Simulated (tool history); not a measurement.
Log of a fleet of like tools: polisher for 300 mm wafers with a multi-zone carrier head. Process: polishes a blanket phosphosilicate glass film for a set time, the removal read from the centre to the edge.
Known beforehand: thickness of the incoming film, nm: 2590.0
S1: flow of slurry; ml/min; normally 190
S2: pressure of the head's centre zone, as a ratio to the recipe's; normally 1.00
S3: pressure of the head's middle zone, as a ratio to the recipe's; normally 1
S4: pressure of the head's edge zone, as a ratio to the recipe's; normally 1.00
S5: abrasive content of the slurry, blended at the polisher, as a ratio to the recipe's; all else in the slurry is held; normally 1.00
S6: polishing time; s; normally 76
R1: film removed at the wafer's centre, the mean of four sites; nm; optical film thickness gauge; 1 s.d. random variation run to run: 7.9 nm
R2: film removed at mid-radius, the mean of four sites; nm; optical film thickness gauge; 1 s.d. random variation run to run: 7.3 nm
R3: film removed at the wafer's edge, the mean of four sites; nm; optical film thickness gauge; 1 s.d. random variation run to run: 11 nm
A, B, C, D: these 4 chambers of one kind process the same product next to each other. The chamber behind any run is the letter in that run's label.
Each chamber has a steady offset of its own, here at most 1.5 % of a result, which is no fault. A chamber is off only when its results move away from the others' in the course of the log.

run     day   S1    S2  S3    S4    S5  S6      R1      R2      R3
 1B   0.325  190  1.00   1  1.00  1.00  76  766.33  785.73  788.26
 2D   0.833  190  1.00   1  1.00  1.00  76  787.60  781.92  786.70
      1.033  -- chamber C: worn pad replaced by a new one
 3A   1.250  190  1.00   1  1.00  1.00  76  786.89  783.76  770.51
 4C   1.888  190  1.00   1  1.00  1.00  76  786.21  791.29  800.14
      2.204  -- chamber B: edge zone pressure recalibrated
 5D   2.517  190  1.00   1  1.00  1.00  76  783.66  780.62  786.14
      2.575  -- chamber B: worn pad replaced by a new one
      2.617  -- chamber D: worn pad replaced by a new one
 6C   3.012  190  1.00   1  1.00  1.00  76  774.12  782.60  787.96
 7A   3.508  190  1.00   1  1.00  1.00  76  783.40  786.84  764.32
      3.546  -- chamber A: worn pad replaced by a new one
 8B   4.188  190  1.00   1  1.00  1.00  76  781.94  789.40  782.62
 9B   4.546  190  1.00   1  1.00  1.00  76  777.90  780.26  794.08
      4.592  -- chamber C: worn pad replaced by a new one
      5.012  -- chamber D: centre zone pressure recalibrated
10D   5.058  190  0.95   1  1.04  1.00  76  731.90  764.92  807.61
11C   5.579  190  0.95   1  1.04  1.00  76  756.34  791.64  803.05
12A   5.892  190  0.95   1  1.04  1.00  76  735.01  785.36  797.91
      5.912  -- chamber A: centre zone pressure recalibrated
13D   6.462  190  0.95   1  1.04  1.00  76  735.54  773.62  788.22
      6.517  -- chamber B: worn pad replaced by a new one
      6.717  -- chamber D: worn pad replaced by a new one
14B   7.046  190  1.00   1  1.00  0.75  65  579.89  569.87  586.92
15A   7.462  190  1.00   1  1.00  0.75  65  586.43  583.66  582.49
      7.583  -- chamber A: worn pad replaced by a new one
16C   7.846  190  1.00   1  1.00  0.75  65  579.21  577.64  576.29
17B   8.383  190  1.00   1  1.00  0.75  65  578.76  586.48  588.03
      8.471  -- chamber A: edge zone pressure recalibrated
18D   8.888  190  1.00   1  1.00  1.00  76  787.72  780.46  782.96
      9.129  -- chamber C: worn pad replaced by a new one
19A   9.388  190  1.00   1  1.00  1.00  76  774.70  784.17  769.51
20C   9.688  190  1.00   1  1.00  1.00  76  788.29  790.21  787.05
     10.321  -- chamber D: worn pad replaced by a new one
21B  10.329  190  1.00   1  1.00  1.00  76  764.77  788.04  780.05
     10.908  -- chamber B: worn pad replaced by a new one
     10.950  -- chamber B: slurry nozzle cleaned
22D  10.979  170  1.00   1  1.00  1.25  76  832.31  844.55  853.03
23A  11.346  170  1.00   1  1.00  1.25  76  847.44  850.35  853.01
     11.567  -- chamber B: centre zone pressure recalibrated
24C  11.929  170  1.00   1  1.00  1.25  76  852.26  857.33  865.55
     11.983  -- chamber A: worn pad replaced by a new one
25B  12.475  170  1.00   1  1.00  1.25  76  744.71  838.39  844.17
     12.650  -- chamber C: centre zone pressure recalibrated
     12.696  -- chamber D: edge zone pressure recalibrated
26A  12.796  190  1.00   1  1.00  1.00  76  794.22  785.52  767.15
     12.900  -- chamber C: worn pad replaced by a new one
27D  13.204  190  1.00   1  1.00  1.00  76  780.04  780.05  789.17
28C  13.879  190  1.00   1  1.00  1.00  76  775.78  783.53  774.12
     14.129  -- chamber D: worn pad replaced by a new one
29A  14.354  190  1.00   1  1.00  1.00  76  777.32  768.43  780.60
30C  14.829  135  1.00   1  0.93  1.00  76  723.98  729.60  719.73
31D  15.200  135  1.00   1  0.93  1.00  76  722.25  741.53  729.84
     15.375  -- chamber B: worn pad replaced by a new one
     15.388  -- chamber D: slurry nozzle cleaned
     15.654  -- chamber C: slurry nozzle cleaned
32B  15.871  135  1.00   1  0.93  1.00  76  654.08  736.29  723.69
     16.175  -- chamber A: worn pad replaced by a new one
33A  16.458  135  1.00   1  0.93  1.00  76  733.49  741.66  700.32
34D  16.954  190  1.00   1  1.00  1.00  76  784.08  770.63  792.57
     17.088  -- chamber C: worn pad replaced by a new one
35B  17.254  190  1.00   1  1.00  1.00  76  691.14  779.93  775.05
36C  17.796  190  1.00   1  1.00  1.00  76  786.01  785.60  796.32
     18.208  -- chamber D: worn pad replaced by a new one
37B  18.329  190  1.00   1  1.00  1.00  76  682.77  778.30  769.94
     18.696  -- chamber C: edge zone pressure recalibrated
38C  18.838  190  1.00   1  1.00  1.00  66  680.86  676.89  697.26
39D  19.171  190  1.00   1  1.00  1.00  66  677.70  681.60  701.81
40A  19.850  190  1.00   1  1.00  1.00  66  681.15  675.48  686.00
41C  20.392  190  1.00   1  1.00  1.00  66  685.96  689.50  688.57

One chamber off, gauge drift, or nothing amiss beyond the chambers' own small offsets? If it is a chamber, which one, and what is the likeliest cause?

A service left chamber B off against the others.
Cause: centre zone's pressure below its setpoint, % = 10.6.

Below are 4 candidate recipes for chamber B's next run, each the usual settings with a change, their results shown as question marks. Which of them brings B's results back in line with what the other chambers give on the usual settings?
In line means no further than this from the other chambers' mean on the usual settings: R1 28.00 nm; R2 25.00 nm; R3 39.00 nm
42B-1  20.879  180  0.83  1.04  1.06  1.00  74   ?   ?   ?
42B-2  20.879  210  1.17  0.94  0.91  1.00  80   ?   ?   ?
42B-3  20.879  185  0.90  1.02  1.03  1.00  75   ?   ?   ?
42B-4  20.879  195  1.10  0.98  0.97  1.00  77   ?   ?   ?

Average result of the remaining chambers running the usual settings: R1 783.09 nm; R2 782.26 nm; R3 786.72 nm
  run      R1      R2      R3
42B-1  536.48  781.43  786.37
42B-2  875.76  787.69  799.83
42B-3  599.47  781.29  787.58
42B-4  778.16  779.08  788.62
With 42B-4, the chamber falls back in line with the rest.
